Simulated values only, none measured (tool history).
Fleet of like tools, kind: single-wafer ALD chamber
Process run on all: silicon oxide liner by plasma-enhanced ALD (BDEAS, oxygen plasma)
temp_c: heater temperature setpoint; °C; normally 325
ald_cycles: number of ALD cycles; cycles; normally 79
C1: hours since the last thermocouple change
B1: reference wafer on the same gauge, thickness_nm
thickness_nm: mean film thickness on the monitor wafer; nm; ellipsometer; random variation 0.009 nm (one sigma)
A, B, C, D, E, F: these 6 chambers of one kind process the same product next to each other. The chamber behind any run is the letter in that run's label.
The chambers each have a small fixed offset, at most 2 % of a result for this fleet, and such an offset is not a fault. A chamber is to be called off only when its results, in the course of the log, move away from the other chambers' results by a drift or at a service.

Run 1B, day 0.604: usual settings; C1 1432.7; B1 6.91. Result: thickness_nm 7.0796 nm.
Run 2F, day 1.096: usual settings; C1 257.4; B1 6.9132. Result: thickness_nm 7.1127 nm.
Run 3D, day 1.675: usual settings; C1 951.3; B1 6.9138. Result: thickness_nm 7.0826 nm.
Run 4A, day 2.358: usual settings; C1 630.2; B1 6.9159. Result: thickness_nm 7.1039 nm.
Run 5E, day 2.733: usual settings; C1 508.3; B1 6.9131. Result: thickness_nm 7.1151 nm.
Run 6C, day 3.312: usual settings; C1 1553.9; B1 6.9162. Result: thickness_nm 7.2154 nm.
Run 7F, day 3.962: usual settings; C1 326.2; B1 6.9169. Result: thickness_nm 7.1051 nm.
Run 8C, day 4.375: usual settings; C1 1579.4; B1 6.919. Result: thickness_nm 7.2121 nm.
Run 9A, day 4.7: usual settings; C1 686.4; B1 6.9176. Result: thickness_nm 7.1122 nm.
Run 10D, day 5.042: usual settings; C1 1032.1; B1 6.9191. Result: thickness_nm 7.0788 nm.
Run 11E, day 5.458: usual settings; C1 573.7; B1 6.9193. Result: thickness_nm 7.0862 nm.
Run 12B, day 5.792: usual settings; C1 1557.2; B1 6.9218. Result: thickness_nm 7.1098 nm.
At day 5.962: chamber D: thermocouple changed; heater temperature recalibrated.
Run 13B, day 6.121: usual settings; C1 1565.1; B1 6.9215. Result: thickness_nm 7.1119 nm.
Run 14A, day 6.817: usual settings; C1 737.2; B1 6.9226. Result: thickness_nm 7.1241 nm.
Run 15E, day 7.171: usual settings; C1 614.8; B1 6.9238. Result: thickness_nm 7.0949 nm.
Run 16D, day 7.838: usual settings; C1 45; B1 6.9233. Result: thickness_nm 7.1184 nm.
Run 17C, day 8.158: usual settings; C1 1670.2; B1 6.927. Result: thickness_nm 7.2235 nm.
Run 18F, day 8.717: usual settings; C1 440.3; B1 6.9283. Result: thickness_nm 7.131 nm.
Run 19B, day 9.158: usual settings; C1 1638; B1 6.9256. Result: thickness_nm 7.1095 nm.
Run 20F, day 9.546: usual settings; C1 460.2; B1 6.9257. Result: thickness_nm 7.1199 nm.
Run 21E, day 10.146: usual settings; C1 686.2; B1 6.9281. Result: thickness_nm 7.1126 nm.
Run 22A, day 10.762: usual settings; C1 831.9; B1 6.9305. Result: thickness_nm 7.1304 nm.
Run 23D, day 11.225: usual settings; C1 126.3; B1 6.9287. Result: thickness_nm 7.0936 nm.
Run 24C, day 11.621: usual settings; C1 1753.3; B1 6.9299. Result: thickness_nm 7.2224 nm.
Run 25E, day 12.292: usual settings but temp_c 320 °C, ald_cycles 94 cycles; C1 737.7; B1 6.9318. Result: thickness_nm 8.5337 nm.
Run 26F, day 12.608: usual settings but temp_c 320 °C, ald_cycles 94 cycles; C1 533.7; B1 6.9324. Result: thickness_nm 8.543 nm.
Run 27C, day 13.242: usual settings but temp_c 320 °C, ald_cycles 94 cycles; C1 1792.2; B1 6.9349. Result: thickness_nm 8.6534 nm.
Run 28A, day 13.796: usual settings but temp_c 320 °C, ald_cycles 94 cycles; C1 904.7; B1 6.934. Result: thickness_nm 8.5393 nm.
Run 29D, day 14.475: usual settings but temp_c 320 °C, ald_cycles 94 cycles; C1 204.3; B1 6.9343. Result: thickness_nm 8.5169 nm.
At day 14.621: chamber A: thermocouple changed; heater temperature recalibrated.
Run 30B, day 14.888: usual settings but temp_c 320 °C, ald_cycles 94 cycles; C1 1775.5; B1 6.9361. Result: thickness_nm 8.5208 nm.
Run 31D, day 15.367: usual settings; C1 225.7; B1 6.9385. Result: thickness_nm 7.1217 nm.
Run 32C, day 15.746: usual settings; C1 1852.3; B1 6.9379. Result: thickness_nm 7.2303 nm.
Run 33F, day 16.117: usual settings; C1 617.9; B1 6.9363. Result: thickness_nm 7.1382 nm.
Run 34B, day 16.55: usual settings but temp_c 337 °C, ald_cycles 71 cycles; C1 1815.4; B1 6.9369. Result: thickness_nm 6.3053 nm.
Run 35E, day 16.975: usual settings but temp_c 337 °C, ald_cycles 71 cycles; C1 850.1; B1 6.9386. Result: thickness_nm 6.2901 nm.
Run 36A, day 17.558: usual settings but temp_c 337 °C, ald_cycles 71 cycles; C1 70.6; B1 6.9408. Result: thickness_nm 6.3112 nm.
Run 37E, day 18.133: usual settings but temp_c 337 °C, ald_cycles 71 cycles; C1 877.9; B1 6.9409. Result: thickness_nm 6.2834 nm.
Run 38C, day 18.7: usual settings but temp_c 337 °C, ald_cycles 71 cycles; C1 1923.2; B1 6.9411. Result: thickness_nm 6.3775 nm.
Run 39A, day 19.217: usual settings but temp_c 337 °C, ald_cycles 71 cycles; C1 110.4; B1 6.9435. Result: thickness_nm 6.3111 nm.
Run 40F, day 19.629: usual settings; C1 702.2; B1 6.9428. Result: thickness_nm 7.1431 nm.
Run 41D, day 20.158: usual settings; C1 340.7; B1 6.9472. Result: thickness_nm 7.1131 nm.

Is one chamber out of step, is the gauge drifting, or do the chambers differ by no more than their own small offsets? For an off chamber, give its letter and the likeliest cause.

None of the chambers is off. What moves is the gauge, dragging all their readings along together.
Most likely cause: gauge reads high (%) = 0.52.
